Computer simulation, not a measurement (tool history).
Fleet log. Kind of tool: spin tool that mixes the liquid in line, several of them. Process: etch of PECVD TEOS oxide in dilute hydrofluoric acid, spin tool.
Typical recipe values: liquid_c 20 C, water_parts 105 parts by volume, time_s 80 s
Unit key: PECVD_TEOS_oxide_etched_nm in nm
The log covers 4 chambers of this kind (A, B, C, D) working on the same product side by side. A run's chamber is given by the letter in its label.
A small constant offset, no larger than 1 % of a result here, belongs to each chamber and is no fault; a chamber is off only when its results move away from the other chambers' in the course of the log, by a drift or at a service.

| run | hour | liquid_c | water_parts | time_s | read-back film thickness of the PECVD TEOS oxide reference wafer, read on the same gauge (nm) | PECVD_TEOS_oxide_etched_nm |
|---|---|---|---|---|---|---|
| 1D | 4.3 | 20 | 105 | 80 | 90.025 | 18.323 |
| 2B | 9.6 | 20 | 105 | 80 | 89.994 | 18.161 |
| 3C | 14.7 | 20 | 105 | 80 | 89.992 | 18.198 |
| 4A | 20.6 | 20 | 105 | 80 | 89.979 | 18.199 |
| 5C | 25.6 | 20 | 105 | 80 | 90.030 | 18.178 |
| 6B | 31.2 | 20 | 105 | 80 | 89.997 | 18.166 |
| 7A | 37.0 | 20 | 105 | 80 | 90.034 | 18.069 |
| 8D | 41.8 | 20 | 105 | 80 | 90.012 | 18.293 |
| 9C | 46.5 | 20 | 105 | 80 | 89.993 | 18.118 |
| 10A | 51.9 | 20 | 105 | 80 | 89.976 | 18.119 |
| 11D | 56.2 | 20 | 105 | 80 | 90.016 | 18.273 |
| 12B | 60.8 | 20 | 105 | 80 | 89.967 | 18.299 |
| 13C | 67.4 | 20 | 105 | 80 | 90.007 | 18.186 |
| 14D | 71.0 | 17 | 105 | 80 | 90.026 | 16.125 |
| 15B | 74.5 | 17 | 105 | 80 | 89.979 | 16.266 |
| 16A | 77.8 | 17 | 105 | 80 | 90.012 | 16.141 |
| 17B | 81.4 | 17 | 105 | 80 | 89.994 | 16.333 |
| 18A | 87.3 | 20 | 105 | 80 | 89.980 | 18.099 |
| 19C | 91.6 | 20 | 105 | 80 | 90.007 | 18.237 |
| 20D | 97.7 | 20 | 105 | 80 | 89.973 | 18.217 |
| 21C | 103.8 | 20 | 105 | 80 | 89.997 | 18.414 |
| 22D | 109.1 | 20 | 105 | 80 | 90.034 | 18.203 |
| 23B | 114.0 | 22 | 105 | 80 | 90.009 | 20.222 |
| 24A | 117.3 | 22 | 105 | 80 | 90.001 | 19.703 |
| 25D | 121.5 | 22 | 105 | 80 | 90.012 | 19.736 |
| 26B | 127.8 | 22 | 105 | 80 | 90.011 | 20.409 |
| 27C | 133.9 | 20 | 105 | 80 | 90.003 | 18.198 |
| 28A | 139.6 | 20 | 105 | 80 | 89.978 | 18.197 |
| 29C | 143.0 | 20 | 105 | 80 | 89.970 | 18.221 |
|  | 146.8 | chamber D: hydrofluoric acid flow meter replaced |
| 30A | 147.4 | 20 | 105 | 80 | 89.986 | 18.206 |
| 31B | 152.7 | 24 | 105 | 65 | 89.987 | 18.210 |
| 32D | 158.8 | 24 | 105 | 65 | 89.969 | 17.241 |
| 33B | 162.5 | 24 | 105 | 65 | 89.977 | 18.042 |
| 34D | 167.3 | 24 | 105 | 65 | 90.005 | 17.427 |
| 35C | 173.8 | 20 | 105 | 80 | 89.981 | 18.070 |
| 36A | 179.6 | 20 | 105 | 80 | 90.017 | 18.121 |
| 37B | 185.3 | 20 | 105 | 80 | 89.991 | 19.027 |
| 38D | 188.9 | 20 | 105 | 80 | 89.987 | 18.204 |
| 39A | 193.4 | 20 | 105 | 80 | 89.956 | 18.117 |
| 40C | 197.5 | 20 | 105 | 80 | 89.970 | 18.247 |

Decide between three cases: one chamber stands off from its peers, the gauge reading all wafers drifts, or nothing is wrong past each chamber's small offset. Where a chamber is off, say which and what most likely put it there.

Chamber B drifts away from the others.
What lies behind it: hydrofluoric acid flow above the setpoint (%) = 5.22.
With only this log, it may be confused with: liquid hotter than its thermometer reads (K).

Here are 4 candidates for chamber B's next run, each the usual settings with a change, their results left as question marks. Which one brings its results back in line with what the others give on the usual settings?
Maximum distance from the other chambers' mean on the usual settings for a result to count as in line: PECVD_TEOS_oxide_etched_nm 0.300 nm
| 41B-1 | 202.3 | 20.0 | 115 | 80 |  | ? |
| 41B-2 | 202.3 | 20.0 | 95 | 80 |  | ? |
| 41B-3 | 202.3 | 20.0 | 105 | 85 |  | ? |
| 41B-4 | 202.3 | 18.5 | 105 | 80 |  | ? |

The mean the other chambers reach with the usual settings: PECVD_TEOS_oxide_etched_nm 18.182 nm
| run | PECVD_TEOS_oxide_etched_nm |
|---|---|
| 41B-1 | 17.310 |
| 41B-2 | 21.471 |
| 41B-3 | 20.387 |
| 41B-4 | 18.056 |
The right change is 41B-4: it brings the chamber back within the allowed miss of the others.
